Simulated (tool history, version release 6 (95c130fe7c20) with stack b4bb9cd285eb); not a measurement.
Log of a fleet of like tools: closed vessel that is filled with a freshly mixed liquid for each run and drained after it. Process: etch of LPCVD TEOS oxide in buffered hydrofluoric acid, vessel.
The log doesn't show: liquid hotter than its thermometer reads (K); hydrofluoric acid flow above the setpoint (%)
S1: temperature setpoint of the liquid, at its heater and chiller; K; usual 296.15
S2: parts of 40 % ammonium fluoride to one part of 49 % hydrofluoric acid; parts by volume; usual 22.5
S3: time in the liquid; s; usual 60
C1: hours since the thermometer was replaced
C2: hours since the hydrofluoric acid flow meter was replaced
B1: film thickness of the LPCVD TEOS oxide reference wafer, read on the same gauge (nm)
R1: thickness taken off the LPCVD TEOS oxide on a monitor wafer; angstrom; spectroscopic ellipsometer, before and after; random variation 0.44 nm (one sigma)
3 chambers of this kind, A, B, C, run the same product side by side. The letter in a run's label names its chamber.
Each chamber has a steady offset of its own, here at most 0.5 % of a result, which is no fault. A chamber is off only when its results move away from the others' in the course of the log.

run,hour,S1,S2,S3,C1,C2,B1,R1
1A,11.5,296.15,22.5,60,292.5,1157.5,60.007,572.85
2C,21.5,296.15,22.5,60,599.6,763.5,60.004,581.20
3B,28.7,296.15,22.5,60,451.2,793.2,60.026,572.10
4C,37.5,296.15,22.5,60,615.6,779.5,59.981,579.41
5B,48.6,296.15,22.5,60,471.1,813.1,60.036,581.14
6A,55.3,296.15,22.5,60,336.3,1201.3,59.959,565.60
7C,67.4,296.15,22.5,60,645.5,809.4,60.002,574.90
8B,77.9,296.15,15.0,60,500.4,842.4,59.997,837.41
9A,90.9,296.15,15.0,60,371.9,1236.9,60.045,822.55
# hour 97.4: chamber B: hydrofluoric acid flow meter replaced
10C,99.3,296.15,15.0,60,677.4,841.3,59.979,822.33
11B,110.2,296.15,22.5,60,532.7,12.8,60.004,584.80
12A,120.3,296.15,22.5,60,401.3,1266.3,60.012,572.23
13C,126.1,296.15,22.5,95,704.2,868.1,59.990,903.71
14A,134.9,296.15,22.5,95,415.9,1280.9,60.045,914.12
15B,140.6,296.15,22.5,95,563.1,43.2,59.988,937.27
16C,149.8,296.15,22.5,60,727.9,891.8,59.997,577.54
17B,156.3,296.15,22.5,60,578.8,58.9,59.983,590.22
18A,163.1,296.15,22.5,60,444.1,1309.1,60.013,576.11
19C,169.8,296.15,22.5,60,747.9,911.8,60.006,577.84
20A,176.0,296.15,22.5,60,457.0,1322.0,60.008,571.27
21B,188.0,296.15,22.5,60,610.5,90.6,59.979,601.40
22C,196.2,296.15,22.5,60,774.3,938.2,59.987,581.06
23A,202.5,296.15,22.5,60,483.5,1348.5,60.015,576.09
24B,211.3,296.15,22.5,60,633.8,113.9,60.012,595.91
# hour 219.0: chamber A: hydrofluoric acid flow meter replaced
25C,220.9,296.15,22.5,60,799.0,962.9,60.003,578.64
26A,231.3,296.15,22.5,60,512.3,12.4,59.996,578.89
27B,243.5,296.15,22.5,60,666.0,146.1,59.992,608.38
28A,253.5,296.15,22.5,60,534.5,34.6,59.998,572.17
29C,262.6,296.15,22.5,60,840.7,1004.6,60.011,576.43
30B,272.6,296.15,22.5,60,695.1,175.2,60.000,608.14
31C,282.8,296.15,22.5,60,860.9,1024.8,60.002,574.13

What goes on in this fleet: one chamber off, a drifting gauge, or nothing beyond the chambers' own small offsets? Name the chamber and the cause, if any.

Chamber B drifts away from the others.
Cause: liquid hotter than its thermometer reads (K) = 1.32.

Here are 4 candidates for chamber B's next run, each the usual settings with a change, their results left as question marks. Which one brings its results back in line with what the others give on the usual settings?
In line means no further than this from the other chambers' mean on the usual settings: R1 15.00 angstrom
32B-1,292.3,296.15,22.5,65,,,,?
32B-2,292.3,295.65,24.0,60,,,,?
32B-3,292.3,296.15,23.5,60,,,,?
32B-4,292.3,296.15,22.0,60,,,,?

The other chambers' mean on the usual settings: R1 574.69 angstrom
run,R1
32B-1,667.81
32B-2,573.77
32B-3,598.30
32B-4,626.03
32B-2 brings the chamber back in line.

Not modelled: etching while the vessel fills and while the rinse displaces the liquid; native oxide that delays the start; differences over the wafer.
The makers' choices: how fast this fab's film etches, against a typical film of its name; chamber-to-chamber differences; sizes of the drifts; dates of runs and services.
